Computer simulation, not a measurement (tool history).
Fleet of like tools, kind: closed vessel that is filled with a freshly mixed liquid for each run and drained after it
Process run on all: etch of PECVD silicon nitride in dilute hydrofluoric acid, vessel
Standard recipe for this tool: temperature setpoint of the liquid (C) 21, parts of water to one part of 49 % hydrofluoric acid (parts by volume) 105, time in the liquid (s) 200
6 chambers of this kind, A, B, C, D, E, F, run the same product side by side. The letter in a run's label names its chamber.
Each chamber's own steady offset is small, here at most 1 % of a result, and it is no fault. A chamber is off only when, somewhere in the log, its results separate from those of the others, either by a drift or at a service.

run	hour	temperature setpoint of the liquid (C)	parts of water to one part of 49 % hydrofluoric acid (parts by volume)	time in the liquid (s)	hours since the thermometer was replaced	hours since the hydrofluoric acid flow meter was replaced	read-back film thickness of the PECVD silicon nitride reference wafer, read on the same gauge (nm)	thickness taken off the PECVD silicon nitride on a monitor wafer (nm)
1A	5.4	21	105	200	1867.5	363.9	40.014	5.6959
2F	8.1	21	105	200	684.9	462.5	39.929	5.7706
3B	10.7	21	105	200	1743.4	1889.2	40.002	5.6834
4D	14.5	21	105	200	1380.9	1554.1	39.994	5.6982
5E	20.1	21	105	200	329.4	807.8	39.976	5.6831
6C	22.8	21	105	200	886.0	1033.9	39.993	5.6437
7C	28.6	21	105	200	891.8	1039.7	39.929	5.6955
8B	34.5	21	105	200	1767.2	1913.0	40.021	5.6821
9D	37.4	21	105	200	1403.8	1577.0	40.005	5.6742
10E	41.5	21	105	200	350.8	829.2	40.026	5.7019
11F	44.5	21	105	200	721.3	498.9	40.010	5.7695
12A	47.8	21	105	200	1909.9	406.3	39.999	5.7161
13D	53.0	21	105	200	1419.4	1592.6	40.017	5.6980
14C	55.6	21	105	200	918.8	1066.7	39.965	5.6469
15B	59.7	23	145	200	1792.4	1938.2	39.986	4.7754
16E	63.9	23	145	200	373.2	851.6	39.981	4.6982
17A	67.1	23	145	200	1929.2	425.6	40.003	4.7622
18F	72.7	23	145	200	749.5	527.1	39.955	4.7842
19C	75.3	23	145	200	938.5	1086.4	39.989	4.6756
20F	79.1	23	145	200	755.9	533.5	39.983	4.8174
21A	82.2	21	105	200	1944.3	440.7	39.992	5.6972
22B	87.9	21	90	200	1820.6	1966.4	40.009	6.6164
23E	92.1	21	90	200	401.4	879.8	39.998	6.6150
24D	95.2	21	90	200	1461.6	1634.8	39.977	6.5953
25C	99.4	21	90	200	962.6	1110.5	40.027	6.6295
26D	105.0	21	90	200	1471.4	1644.6	39.981	6.5761
27A	108.7	21	90	200	1970.8	467.2	40.025	6.6111
28E	111.7	21	105	200	421.0	899.4	40.006	5.6912
29B	117.4	21	105	200	1850.1	1995.9	39.952	5.7258
30F	122.5	21	105	200	799.3	576.9	40.030	5.7564
31A	126.1	21	105	200	1988.2	484.6	39.999	5.6962
32F	131.7	21	105	200	808.5	586.1	39.989	5.7545
33B	136.1	21	105	200	1868.8	2014.6	40.013	5.7225
34C	138.7	21	105	200	1001.9	1149.8	39.949	5.6794
35E	144.1	21	105	200	453.4	931.8	39.998	5.7004
36D	149.0	21	105	200	1515.4	1688.6	39.984	5.7225
37A	153.0	21	105	200	2015.1	511.5	40.036	5.6985
38F	156.9	21	105	200	833.7	611.3	40.004	5.7449
39C	161.5	21	105	200	1024.7	1172.6	40.003	5.6903
# hour 162.9: chamber B: hydrofluoric acid flow meter replaced
40E	166.7	21	105	200	476.0	954.4	40.008	5.6961
41D	170.3	21	105	200	1536.7	1709.9	40.001	5.7045
42B	174.1	21	105	200	1906.8	11.3	40.015	5.6662
43A	178.0	18	75	200	2040.1	536.5	40.011	6.3807
44F	181.7	18	75	200	858.5	636.1	39.997	6.5371

Predict what each chamber gives when all 6 of them run the settings below next.
45A	185.9	21	105	200				?
45B	185.9	21	105	200				?
45C	185.9	21	105	200				?
45D	185.9	21	105	200				?
45E	185.9	21	105	200				?
45F	185.9	21	105	200				?

run	thickness taken off the PECVD silicon nitride on a monitor wafer (nm)
45A	5.7439
45B	5.7055
45C	5.6870
45D	5.6740
45E	5.7089
45F	5.7785

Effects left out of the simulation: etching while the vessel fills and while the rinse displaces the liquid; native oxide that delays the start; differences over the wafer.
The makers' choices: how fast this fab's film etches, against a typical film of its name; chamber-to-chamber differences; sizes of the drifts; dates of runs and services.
